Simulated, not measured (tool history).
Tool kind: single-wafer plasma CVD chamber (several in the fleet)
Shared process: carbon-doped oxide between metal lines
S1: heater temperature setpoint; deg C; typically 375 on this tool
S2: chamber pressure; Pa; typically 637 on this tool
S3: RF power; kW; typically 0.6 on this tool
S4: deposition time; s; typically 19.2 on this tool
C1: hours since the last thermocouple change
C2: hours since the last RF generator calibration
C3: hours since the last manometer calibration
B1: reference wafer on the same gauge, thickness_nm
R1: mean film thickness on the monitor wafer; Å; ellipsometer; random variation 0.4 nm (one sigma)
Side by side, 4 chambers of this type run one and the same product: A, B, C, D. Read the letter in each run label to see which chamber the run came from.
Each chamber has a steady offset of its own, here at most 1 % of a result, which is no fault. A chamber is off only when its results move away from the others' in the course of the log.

run	hour	S1	S2	S3	S4	C1	C2	C3	B1	R1
1D	4	375	637	0.6	19.2	1458	1666.2	505.3	112.97	1033
2B	9.9	375	637	0.6	19.2	1360.5	760.8	1558.4	112.97	1039.1
3A	14.9	375	637	0.6	19.2	738.7	2146.2	1386.6	112.86	1025
4C	22	375	637	0.6	19.2	1735.8	997.1	1018.2	113.07	1030.3
5C	26.8	375	637	0.6	19.2	1740.6	1001.9	1023	113.01	1032.1
6B	32.2	375	637	0.6	19.2	1382.8	783.1	1580.7	113.14	1038.2
7A	37.1	375	637	0.6	19.2	760.9	2168.4	1408.8	113.04	1029
8D	42.4	375	637	0.6	19.2	1496.4	1704.6	543.7	113	1028.9
9D	46	375	541	0.6	19.2	1500	1708.2	547.3	113.01	996.04
10C	52.2	375	541	0.6	19.2	1766	1027.3	1048.4	113.02	1005.3
# hour 52.6: chamber D: thermocouple changed; heater temperature recalibrated
11A	57.9	375	541	0.6	19.2	781.7	2189.2	1429.6	112.89	1007.7
12B	61.6	375	541	0.6	19.2	1412.2	812.5	1610.1	113.04	1011.5
# hour 66.3: chamber A: RF generator calibrated
13D	68	375	580	0.675	19.2	15.4	1730.2	569.3	112.92	1084
14B	72.7	375	580	0.675	19.2	1423.3	823.6	1621.2	113.06	1103
15A	78.5	375	580	0.675	19.2	802.3	12.2	1450.2	113.08	1094.1
16C	85.3	375	580	0.675	19.2	1799.1	1060.4	1081.5	112.98	1097.2
17B	90.8	375	637	0.6	19.2	1441.4	841.7	1639.3	112.98	1045.9
18A	96.4	375	575	0.6	21.6	820.2	30.1	1468.1	112.92	1139.4
19D	103	375	575	0.6	21.6	50.4	1765.2	604.3	113.04	1135.8
20C	107.3	375	575	0.6	21.6	1821.1	1082.4	1103.5	112.99	1146.1
21C	114.2	375	575	0.6	21.6	1828	1089.3	1110.4	112.93	1138.6
22B	121.1	375	637	0.6	19.2	1471.7	872	1669.6	113.01	1044.3
23D	128.8	375	637	0.6	19.2	76.2	1791	630.1	113.02	1027.4
24A	133	375	637	0.6	19.2	856.8	66.7	1504.7	113	1029.8
25B	137.4	375	637	0.6	19.2	1488	888.3	1685.9	113.05	1042.1
26C	143.1	375	637	0.6	19.2	1856.9	1118.2	1139.3	113.16	1030.3
27A	149.6	375	637	0.6	19.2	873.4	83.3	1521.3	112.91	1033.9
28D	156.8	375	637	0.6	19.2	104.2	1819	658.1	113.04	1030.9
29D	160.9	375	637	0.6	19.2	108.3	1823.1	662.2	113.08	1025.4
30A	165.3	375	637	0.6	19.2	889.1	99	1537	112.88	1032.1

Next, all 4 chambers run the settings below, one line each with question marks for the results. What does each chamber give?
31A	170.8	375	637	0.6	19.2					?
31B	170.8	375	637	0.6	19.2					?
31C	170.8	375	637	0.6	19.2					?
31D	170.8	375	637	0.6	19.2					?

run	R1
31A	1031.3
31B	1041.3
31C	1022.7
31D	1025.9
